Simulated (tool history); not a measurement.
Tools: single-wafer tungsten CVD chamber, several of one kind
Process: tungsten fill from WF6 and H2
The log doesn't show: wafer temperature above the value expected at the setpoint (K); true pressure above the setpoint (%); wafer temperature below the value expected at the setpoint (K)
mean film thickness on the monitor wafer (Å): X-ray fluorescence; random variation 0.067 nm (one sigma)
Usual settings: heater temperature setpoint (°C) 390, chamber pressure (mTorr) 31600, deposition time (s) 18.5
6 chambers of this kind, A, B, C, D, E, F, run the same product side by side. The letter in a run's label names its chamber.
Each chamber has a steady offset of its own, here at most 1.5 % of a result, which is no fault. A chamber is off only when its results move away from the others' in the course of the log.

run	hour	heater temperature setpoint (°C)	chamber pressure (mTorr)	deposition time (s)	hours since the last thermocouple change	hours since the last manometer calibration	read-back reference wafer on the same gauge, thickness_nm	mean film thickness on the monitor wafer (Å)
1F	5	390	31600	18.5	2054.5	65	39.603	454.8
2B	10.1	390	31600	18.5	1629.1	1391.8	39.616	457.15
3A	15.1	390	31600	18.5	706.2	814.1	39.616	453.54
4C	23.7	390	31600	18.5	891.5	346.9	39.617	453.83
# hour 29.1: chamber D: thermocouple changed; heater temperature recalibrated
5E	29.2	390	27200	16.8	1701.5	720.3	39.614	380.6
6D	35.6	390	27200	16.8	6.5	239.8	39.634	383.65
7D	43.6	390	27200	16.8	14.5	247.8	39.643	384.07
8B	49.1	390	27200	16.8	1668.1	1430.8	39.646	385.73
9F	58	390	27200	16.8	2107.5	118	39.648	385.51
10C	63.5	390	27200	16.8	931.3	386.7	39.663	383.22
11E	73.5	390	31600	18.5	1745.8	764.6	39.655	451.25
12A	78.1	390	31600	18.5	769.2	877.1	39.661	454.24
13F	86.1	390	31600	18.5	2135.6	146.1	39.665	456.33
14D	96.1	382	31600	18.5	67	300.3	39.685	389.32
15A	106.7	382	31600	18.5	797.8	905.7	39.682	388.8
16C	116.9	382	31600	18.5	984.7	440.1	39.691	386.63
17E	125.9	382	31600	18.5	1798.2	817	39.704	383.66
18B	131.4	382	31600	18.5	1750.4	1513.1	39.711	390.16
19A	139	382	31600	18.5	830.1	938	39.705	389.1
20E	149.2	390	31600	18.5	1821.5	840.3	39.722	451.58
21B	159.3	402	31600	16.5	1778.3	1541	39.716	511.63
22C	165.1	402	31600	16.5	1032.9	488.3	39.731	510.19
# hour 166.6: chamber B: thermocouple changed; heater temperature recalibrated
23D	173.2	402	31600	16.5	144.1	377.4	39.725	506.94
24F	181.5	402	31600	16.5	2231	241.5	39.745	509.12
25B	186.5	402	31600	16.5	20	1568.2	39.756	510.97
26A	196.6	402	31600	16.5	887.7	995.6	39.755	507.2
27C	203.2	390	26300	15.6	1071	526.4	39.764	351.25
28F	213.2	390	26300	15.6	2262.7	273.2	39.775	352.77
29E	219.2	390	26300	15.6	1891.5	910.3	39.777	348.24
30D	226.6	390	26300	15.6	197.5	430.8	39.77	351.81
31C	232.3	390	26300	15.6	1100.1	555.5	39.792	351.75
32B	240.8	390	26300	15.6	74.3	1622.5	39.796	353.81
33F	247.1	390	31600	18.5	2296.6	307.1	39.796	457.8
34D	253.7	390	36900	18.5	224.6	457.9	39.793	490.14
35E	258.5	390	36900	18.5	1930.8	949.6	39.81	486.86
36A	263.4	390	36900	18.5	954.5	1062.4	39.798	491.05
37F	269.9	390	36900	18.5	2319.4	329.9	39.811	490.99
38A	277.4	390	36900	18.5	968.5	1076.4	39.834	489.76
39B	284.7	390	36900	18.5	118.2	1666.4	39.835	492.28
40E	294.5	390	31600	18.5	1966.8	985.6	39.831	453.69

Next, every chamber runs the same settings. What will each give?
41A	302.2	390	31600	20.3				?
41B	302.2	390	31600	20.3				?
41C	302.2	390	31600	20.3				?
41D	302.2	390	31600	20.3				?
41E	302.2	390	31600	20.3				?
41F	302.2	390	31600	20.3				?

run	mean film thickness on the monitor wafer (Å)
41A	502.19
41B	503.3
41C	501.89
41D	501.98
41E	496.52
41F	502.08
